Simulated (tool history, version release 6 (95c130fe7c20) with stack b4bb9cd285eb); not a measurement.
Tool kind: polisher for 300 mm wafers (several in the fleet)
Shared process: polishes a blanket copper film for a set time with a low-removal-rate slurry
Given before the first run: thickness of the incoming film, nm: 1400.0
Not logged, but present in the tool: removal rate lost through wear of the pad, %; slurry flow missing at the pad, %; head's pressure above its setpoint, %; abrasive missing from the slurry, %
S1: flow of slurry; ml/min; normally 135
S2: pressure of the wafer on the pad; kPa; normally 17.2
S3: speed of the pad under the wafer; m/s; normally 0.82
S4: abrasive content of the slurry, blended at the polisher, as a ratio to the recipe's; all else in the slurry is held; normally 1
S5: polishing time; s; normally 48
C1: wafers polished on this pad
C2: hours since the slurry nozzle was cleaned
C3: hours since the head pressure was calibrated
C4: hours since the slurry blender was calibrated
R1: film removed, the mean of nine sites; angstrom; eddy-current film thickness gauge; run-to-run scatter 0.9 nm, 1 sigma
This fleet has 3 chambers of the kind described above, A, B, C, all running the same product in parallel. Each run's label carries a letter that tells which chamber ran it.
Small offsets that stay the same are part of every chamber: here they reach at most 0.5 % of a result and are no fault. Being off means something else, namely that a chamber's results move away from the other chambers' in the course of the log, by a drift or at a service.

Run 1C, day 0.396: usual settings; C1 530; C2 364.3; C3 748.7; C4 222.5. Result: R1 920.86 angstrom.
Run 2B, day 0.788: usual settings; C1 644; C2 256.7; C3 1160.2; C4 93. Result: R1 925.93 angstrom.
At day 1.104: chamber C: head pressure recalibrated.
Run 3A, day 1.212: usual settings; C1 981; C2 130; C3 314.7; C4 368.4. Result: R1 901.63 angstrom.
At day 1.321: chamber A: worn pad replaced by a new one.
Run 4C, day 1.85: usual settings; C1 1005; C2 399.2; C3 18; C4 257.4. Result: R1 897.45 angstrom.
At day 2.175: chamber B: slurry blender recalibrated.
Run 5B, day 2.221: usual settings; C1 1112; C2 291.1; C3 1194.6; C4 1.1. Result: R1 911.48 angstrom.
At day 2.533: chamber A: slurry blender recalibrated.
At day 2.567: chamber C: worn pad replaced by a new one.
Run 6A, day 2.604: usual settings; C1 419; C2 163.4; C3 348.1; C4 1.7. Result: R1 920.39 angstrom.
Run 7A, day 3.117: usual settings but S1 110 ml/min; C1 586; C2 175.7; C3 360.4; C4 14. Result: R1 888.74 angstrom.
Run 8C, day 3.667: usual settings but S1 110 ml/min; C1 359; C2 442.8; C3 61.6; C4 301. Result: R1 872.76 angstrom.
Run 9B, day 4.279: usual settings but S1 110 ml/min; C1 1783; C2 340.5; C3 1244; C4 50.5. Result: R1 844.69 angstrom.
At day 4.338: chamber C: slurry blender recalibrated.
Run 10A, day 4.621: usual settings but S1 120 ml/min, S2 20 kPa; C1 1077; C2 211.8; C3 396.5; C4 50.1. Result: R1 1023.4 angstrom.
At day 4.862: chamber A: worn pad replaced by a new one.
Run 11C, day 5.129: usual settings but S1 120 ml/min, S2 20 kPa; C1 836; C2 477.9; C3 96.7; C4 19.1. Result: R1 1038.3 angstrom.
Run 12B, day 5.604: usual settings but S1 120 ml/min, S2 20 kPa; C1 2216; C2 372.3; C3 1275.8; C4 82.3. Result: R1 969.49 angstrom.
Run 13C, day 6.038: usual settings; C1 1132; C2 499.7; C3 118.5; C4 40.9. Result: R1 931.21 angstrom.
Run 14A, day 6.492: usual settings; C1 531; C2 256.7; C3 441.4; C4 95. Result: R1 910.97 angstrom.
At day 6.512: chamber C: worn pad replaced by a new one.
Run 15B, day 6.975: usual settings; C1 2663; C2 405.2; C3 1308.7; C4 115.2. Result: R1 853.15 angstrom.
At day 7.158: chamber B: slurry blender recalibrated.
At day 7.508: chamber A: head pressure recalibrated.
Run 16B, day 7.621: usual settings; C1 2873; C2 420.7; C3 1324.2; C4 11.1. Result: R1 835.78 angstrom.
Run 17A, day 8.162: usual settings but S2 20 kPa, S5 41 s; C1 1076; C2 296.8; C3 15.8; C4 135.1. Result: R1 897.03 angstrom.
At day 8.167: chamber A: worn pad replaced by a new one.
Run 18C, day 8.725: usual settings but S2 20 kPa, S5 41 s; C1 722; C2 564.2; C3 183; C4 105.4. Result: R1 903.86 angstrom.
Run 19A, day 9.104: usual settings but S2 20 kPa, S5 41 s; C1 306; C2 319.4; C3 38.4; C4 157.7. Result: R1 901.95 angstrom.
Run 20C, day 9.542: usual settings; C1 988; C2 583.8; C3 202.6; C4 125. Result: R1 919.27 angstrom.

Is one chamber off against the others, does the gauge drift, or is nothing wrong? If a chamber is off, say which, and what the likeliest cause is.

One chamber, B, drifts off from the rest bit by bit.
Most likely cause: removal rate lost through wear of the pad, % = 11.7.
The log might look much the same if the cause were instead: slurry flow missing at the pad, %; head's pressure below its setpoint, %.

Below are 4 candidate recipes for chamber B's next run, each the usual settings with a change, their results shown as question marks. Which of them brings B's results back in line with what the other chambers give on the usual settings?
Maximum distance from the other chambers' mean on the usual settings for a result to count as in line: R1 32 angstrom
Run 21B-1, day 10.017: usual settings but S3 0.8 m/s, S5 47 s. Result: R1 ?.
Run 21B-2, day 10.017: usual settings but S2 17.9 kPa. Result: R1 ?.
Run 21B-3, day 10.017: usual settings but S1 140 ml/min, S3 0.92 m/s. Result: R1 ?.
Run 21B-4, day 10.017: usual settings but S5 42 s. Result: R1 ?.

The mean the other chambers reach with the usual settings: R1 915.68 angstrom
  run      R1
21B-1  768.54
21B-2     837
21B-3  909.77
21B-4  704.09
The answer is 21B-3, which returns the chamber to within the allowed miss of the others.
